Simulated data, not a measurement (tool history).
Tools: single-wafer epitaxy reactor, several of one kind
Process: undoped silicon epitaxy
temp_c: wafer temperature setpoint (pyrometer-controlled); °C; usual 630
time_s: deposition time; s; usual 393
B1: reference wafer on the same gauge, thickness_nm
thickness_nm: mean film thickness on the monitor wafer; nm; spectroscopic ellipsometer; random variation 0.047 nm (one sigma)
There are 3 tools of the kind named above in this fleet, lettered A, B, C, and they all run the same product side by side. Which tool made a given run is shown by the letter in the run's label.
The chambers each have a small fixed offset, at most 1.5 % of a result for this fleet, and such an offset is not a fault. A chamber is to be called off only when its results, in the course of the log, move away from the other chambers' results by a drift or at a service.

{"run": "1C", "hour": 12.4, "temp_c": 630, "time_s": 393, "B1": 47.214, "thickness_nm": 42.136}
{"run": "2A", "hour": 24.1, "temp_c": 630, "time_s": 393, "B1": 47.225, "thickness_nm": 42.776}
{"run": "3B", "hour": 35.8, "temp_c": 630, "time_s": 393, "B1": 47.235, "thickness_nm": 42.351}
{"run": "4B", "hour": 42.2, "temp_c": 630, "time_s": 393, "B1": 47.211, "thickness_nm": 42.385}
{"run": "5A", "hour": 51.4, "temp_c": 617, "time_s": 393, "B1": 47.229, "thickness_nm": 31.644}
{"run": "6C", "hour": 61.0, "temp_c": 617, "time_s": 393, "B1": 47.252, "thickness_nm": 31.129}
{"run": "7B", "hour": 68.7, "temp_c": 617, "time_s": 393, "B1": 47.254, "thickness_nm": 31.288}
{"run": "8C", "hour": 79.0, "temp_c": 630, "time_s": 393, "B1": 47.258, "thickness_nm": 42.24}
{"run": "9A", "hour": 86.9, "temp_c": 630, "time_s": 393, "B1": 47.264, "thickness_nm": 42.864}
{"run": "10C", "hour": 95.4, "temp_c": 630, "time_s": 434, "B1": 47.279, "thickness_nm": 46.598}
{"run": "11A", "hour": 102.9, "temp_c": 630, "time_s": 434, "B1": 47.27, "thickness_nm": 47.367}
{"run": "12B", "hour": 113.8, "temp_c": 630, "time_s": 434, "B1": 47.291, "thickness_nm": 46.915}
{"run": "13B", "hour": 122.3, "temp_c": 630, "time_s": 393, "B1": 47.296, "thickness_nm": 42.503}
{"run": "14C", "hour": 129.2, "temp_c": 630, "time_s": 393, "B1": 47.31, "thickness_nm": 42.293}
{"run": "15A", "hour": 135.5, "temp_c": 630, "time_s": 393, "B1": 47.299, "thickness_nm": 42.825}
{"run": "16B", "hour": 148.4, "temp_c": 630, "time_s": 393, "B1": 47.32, "thickness_nm": 42.537}
{"run": "17A", "hour": 155.8, "temp_c": 630, "time_s": 393, "B1": 47.328, "thickness_nm": 42.794}
{"run": "18C", "hour": 164.6, "temp_c": 630, "time_s": 393, "B1": 47.333, "thickness_nm": 42.368}
{"run": "19A", "hour": 173.5, "temp_c": 643, "time_s": 393, "B1": 47.331, "thickness_nm": 57.38}
{"run": "20C", "hour": 181.0, "temp_c": 643, "time_s": 393, "B1": 47.345, "thickness_nm": 56.93}
{"run": "21B", "hour": 193.6, "temp_c": 643, "time_s": 393, "B1": 47.335, "thickness_nm": 57.245}
{"run": "22B", "hour": 200.1, "temp_c": 630, "time_s": 393, "B1": 47.351, "thickness_nm": 42.515}
{"run": "23C", "hour": 210.1, "temp_c": 630, "time_s": 393, "B1": 47.37, "thickness_nm": 42.337}
{"run": "24A", "hour": 216.1, "temp_c": 630, "time_s": 393, "B1": 47.359, "thickness_nm": 42.892}
{"run": "25B", "hour": 223.5, "temp_c": 630, "time_s": 393, "B1": 47.367, "thickness_nm": 42.627}
{"run": "26A", "hour": 234.7, "temp_c": 630, "time_s": 393, "B1": 47.38, "thickness_nm": 42.842}
{"run": "27C", "hour": 241.0, "temp_c": 630, "time_s": 393, "B1": 47.385, "thickness_nm": 42.298}
{"run": "28C", "hour": 249.3, "temp_c": 630, "time_s": 347, "B1": 47.386, "thickness_nm": 37.399}
{"run": "29B", "hour": 260.2, "temp_c": 630, "time_s": 347, "B1": 47.401, "thickness_nm": 37.613}
{"run": "30A", "hour": 267.3, "temp_c": 630, "time_s": 347, "B1": 47.406, "thickness_nm": 37.996}
{"run": "31B", "hour": 278.5, "temp_c": 630, "time_s": 393, "B1": 47.408, "thickness_nm": 42.62}

All 3 chambers run these settings next. Forecast each chamber's results:
{"run": "32A", "hour": 288.0, "temp_c": 643, "time_s": 393, "thickness_nm": "?"}
{"run": "32B", "hour": 288.0, "temp_c": 643, "time_s": 393, "thickness_nm": "?"}
{"run": "32C", "hour": 288.0, "temp_c": 643, "time_s": 393, "thickness_nm": "?"}

run=32A thickness_nm=57.476
run=32B thickness_nm=57.292
run=32C thickness_nm=56.943
